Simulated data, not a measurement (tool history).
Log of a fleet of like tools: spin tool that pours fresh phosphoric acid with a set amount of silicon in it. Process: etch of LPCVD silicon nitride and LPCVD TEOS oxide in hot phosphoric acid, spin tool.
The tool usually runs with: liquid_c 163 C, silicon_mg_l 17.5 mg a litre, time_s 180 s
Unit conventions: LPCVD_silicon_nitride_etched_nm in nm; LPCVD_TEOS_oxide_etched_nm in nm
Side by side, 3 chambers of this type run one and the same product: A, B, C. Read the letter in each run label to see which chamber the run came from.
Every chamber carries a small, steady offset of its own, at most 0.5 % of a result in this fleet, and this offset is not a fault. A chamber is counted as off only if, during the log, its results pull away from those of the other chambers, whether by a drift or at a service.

| run | day | liquid_c | silicon_mg_l | time_s | read-back film thickness of the LPCVD silicon nitride reference wafer, read on the same gauge (nm) | read-back film thickness of the LPCVD TEOS oxide reference wafer, read on the same gauge (nm) | LPCVD_silicon_nitride_etched_nm | LPCVD_TEOS_oxide_etched_nm |
|---|---|---|---|---|---|---|---|---|
| 1A | 0.188 | 163 | 17.5 | 180 | 49.997 | 59.979 | 16.3220 | 0.37505 |
| 2C | 0.275 | 163 | 17.5 | 180 | 49.963 | 59.989 | 16.5790 | 0.42684 |
| 3B | 0.408 | 163 | 17.5 | 180 | 50.016 | 60.012 | 16.6370 | 0.33220 |
| 4C | 0.579 | 163 | 17.5 | 180 | 49.973 | 59.975 | 16.7400 | 0.37173 |
| 5A | 0.746 | 163 | 17.5 | 180 | 50.007 | 59.996 | 16.4950 | 0.38523 |
| 6B | 0.917 | 163 | 17.5 | 180 | 50.008 | 60.028 | 16.6480 | 0.34116 |
| 7B | 1.029 | 163 | 17.5 | 180 | 50.009 | 59.953 | 16.7870 | 0.34652 |
| 8C | 1.125 | 163 | 17.5 | 180 | 50.026 | 59.997 | 16.5810 | 0.33087 |
| 9A | 1.212 | 163 | 17.5 | 180 | 50.023 | 59.981 | 16.5080 | 0.36617 |
| 10A | 1.346 | 163 | 17.5 | 180 | 50.009 | 59.988 | 16.4960 | 0.36844 |
| 11B | 1.438 | 163 | 17.5 | 180 | 50.042 | 59.986 | 16.6910 | 0.32997 |
| 12C | 1.608 | 163 | 5.0 | 95 | 49.997 | 59.989 | 8.6702 | 0.26742 |
| 13A | 1.704 | 163 | 5.0 | 95 | 49.992 | 59.994 | 8.7632 | 0.25446 |
| 14C | 1.829 | 163 | 5.0 | 95 | 49.988 | 60.003 | 8.4909 | 0.24792 |
| 15B | 2.004 | 163 | 17.5 | 180 | 50.005 | 60.005 | 16.5570 | 0.40565 |
| 16B | 2.154 | 163 | 17.5 | 180 | 49.991 | 59.978 | 16.5050 | 0.39975 |
| 17C | 2.288 | 163 | 17.5 | 180 | 49.968 | 59.998 | 15.6300 | 0.31466 |
| 18A | 2.471 | 163 | 17.5 | 180 | 50.002 | 59.990 | 16.2750 | 0.37458 |
| 19A | 2.579 | 163 | 17.5 | 180 | 49.989 | 60.011 | 16.5260 | 0.43093 |
| 20B | 2.675 | 163 | 17.5 | 180 | 49.982 | 60.007 | 16.6430 | 0.37150 |
| 21C | 2.783 | 163 | 17.5 | 180 | 50.007 | 60.001 | 15.4490 | 0.36312 |
| 22B | 2.900 | 163 | 17.5 | 180 | 49.954 | 60.013 | 16.6980 | 0.36533 |
| 23A | 3.088 | 163 | 17.5 | 180 | 50.014 | 60.002 | 16.5330 | 0.36276 |
| 24C | 3.175 | 163 | 17.5 | 180 | 50.013 | 60.027 | 15.2430 | 0.29679 |
| 25C | 3.317 | 163 | 17.5 | 180 | 50.003 | 59.984 | 15.0520 | 0.28448 |

Next, every chamber runs the same settings. What will each give?
| 26A | 3.454 | 163 | 17.5 | 180 |  |  | ? | ? |
| 26B | 3.454 | 163 | 17.5 | 180 |  |  | ? | ? |
| 26C | 3.454 | 163 | 17.5 | 180 |  |  | ? | ? |

| run | LPCVD_silicon_nitride_etched_nm | LPCVD_TEOS_oxide_etched_nm |
|---|---|---|
| 26A | 16.7300 | 0.39095 |
| 26B | 16.5240 | 0.41259 |
| 26C | 14.7860 | 0.26420 |
